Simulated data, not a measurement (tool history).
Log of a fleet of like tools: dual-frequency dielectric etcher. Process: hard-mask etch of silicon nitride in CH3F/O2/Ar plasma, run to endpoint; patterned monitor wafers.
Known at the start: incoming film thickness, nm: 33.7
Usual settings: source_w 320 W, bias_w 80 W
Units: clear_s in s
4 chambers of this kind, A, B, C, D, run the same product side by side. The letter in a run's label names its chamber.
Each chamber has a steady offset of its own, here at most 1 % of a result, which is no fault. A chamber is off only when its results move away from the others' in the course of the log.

| run | day | source_w | bias_w | hours since the last wet clean | hours since the last source power generator calibration | hours since the last bias power generator calibration | clear_s |
|---|---|---|---|---|---|---|---|
| 1B | 0.392 | 320 | 80 | 38.6 | 2541.4 | 2716.6 | 50.934 |
| 2C | 1.033 | 320 | 80 | 86.7 | 3617.1 | 2054.5 | 50.518 |
| 3A | 1.588 | 320 | 80 | 475.0 | 840.2 | 1506.0 | 50.453 |
| 4D | 2.121 | 320 | 80 | 230.7 | 1106.7 | 450.6 | 50.773 |
| 5D | 2.771 | 320 | 80 | 246.3 | 1122.3 | 466.2 | 51.506 |
| 6A | 3.108 | 320 | 80 | 511.5 | 876.7 | 1542.5 | 50.931 |
| 7C | 3.767 | 320 | 80 | 152.3 | 3682.7 | 2120.1 | 50.459 |
| 8B | 4.367 | 320 | 80 | 134.0 | 2636.8 | 2812.0 | 51.207 |
| 9D | 4.846 | 320 | 80 | 296.1 | 1172.1 | 516.0 | 51.422 |
| 10A | 5.183 | 320 | 80 | 561.3 | 926.5 | 1592.3 | 50.338 |
| 11C | 5.508 | 320 | 80 | 194.1 | 3724.5 | 2161.9 | 50.403 |
| 12B | 5.825 | 320 | 80 | 169.0 | 2671.8 | 2847.0 | 51.117 |
| 13B | 6.238 | 320 | 80 | 178.9 | 2681.7 | 2856.9 | 51.334 |
| 14C | 6.767 | 320 | 80 | 224.3 | 3754.7 | 2192.1 | 51.164 |
| 15D | 7.433 | 320 | 80 | 358.2 | 1234.2 | 578.1 | 50.706 |
| 16A | 8.096 | 320 | 80 | 631.2 | 996.4 | 1662.2 | 50.861 |
|  | 8.146 | chamber A: wet clean of the chamber |
| 17B | 8.708 | 320 | 80 | 238.2 | 2741.0 | 2916.2 | 50.864 |
| 18C | 9.058 | 320 | 80 | 279.3 | 3809.7 | 2247.1 | 51.186 |
| 19D | 9.571 | 320 | 80 | 409.5 | 1285.5 | 629.4 | 50.863 |
| 20A | 10.042 | 320 | 80 | 45.5 | 1043.1 | 1708.9 | 51.524 |
| 21C | 10.550 | 320 | 80 | 315.1 | 3845.5 | 2282.9 | 51.040 |
| 22B | 11.117 | 320 | 80 | 296.0 | 2798.8 | 2974.0 | 51.786 |
| 23A | 11.546 | 320 | 80 | 81.6 | 1079.2 | 1745.0 | 51.329 |
| 24D | 12.200 | 350 | 80 | 472.6 | 1348.6 | 692.5 | 49.537 |
| 25A | 12.654 | 350 | 80 | 108.2 | 1105.8 | 1771.6 | 49.547 |
| 26C | 12.992 | 350 | 80 | 373.7 | 3904.1 | 2341.5 | 49.041 |
| 27B | 13.475 | 350 | 80 | 352.6 | 2855.4 | 3030.6 | 49.511 |
| 28D | 13.812 | 320 | 80 | 511.3 | 1387.3 | 731.2 | 51.295 |
| 29B | 14.225 | 320 | 88 | 370.6 | 2873.4 | 3048.6 | 49.687 |
| 30A | 14.871 | 320 | 88 | 161.4 | 1159.0 | 1824.8 | 49.661 |
| 31C | 15.258 | 320 | 88 | 428.1 | 3958.5 | 2395.9 | 49.531 |
| 32D | 15.708 | 320 | 88 | 556.8 | 1432.8 | 776.7 | 50.131 |
| 33A | 16.138 | 320 | 80 | 191.8 | 1189.4 | 1855.2 | 50.934 |
| 34D | 16.783 | 320 | 80 | 582.6 | 1458.6 | 802.5 | 50.795 |
| 35C | 17.425 | 320 | 80 | 480.1 | 4010.5 | 2447.9 | 51.029 |
| 36B | 17.933 | 320 | 80 | 459.6 | 2962.4 | 3137.6 | 50.964 |
| 37D | 18.279 | 240 | 64 | 618.5 | 1494.5 | 838.4 | 60.112 |
|  | 18.379 | chamber C: source power generator calibrated |
| 38A | 18.721 | 240 | 64 | 253.8 | 1251.4 | 1917.2 | 61.352 |
| 39B | 19.150 | 240 | 64 | 488.8 | 2991.6 | 3166.8 | 61.615 |
| 40C | 19.508 | 240 | 64 | 530.1 | 27.1 | 2497.9 | 61.428 |
|  | 19.746 | chamber B: source power generator calibrated |
| 41C | 20.108 | 320 | 80 | 544.5 | 41.5 | 2512.3 | 51.286 |
| 42B | 20.717 | 320 | 80 | 526.4 | 23.3 | 3204.4 | 50.827 |

Next, every chamber runs the same settings. What will each give?
| 43A | 21.208 | 320 | 80 |  |  |  | ? |
| 43B | 21.208 | 320 | 80 |  |  |  | ? |
| 43C | 21.208 | 320 | 80 |  |  |  | ? |
| 43D | 21.208 | 320 | 80 |  |  |  | ? |

| run | clear_s |
|---|---|
| 43A | 50.942 |
| 43B | 51.268 |
| 43C | 51.080 |
| 43D | 51.075 |
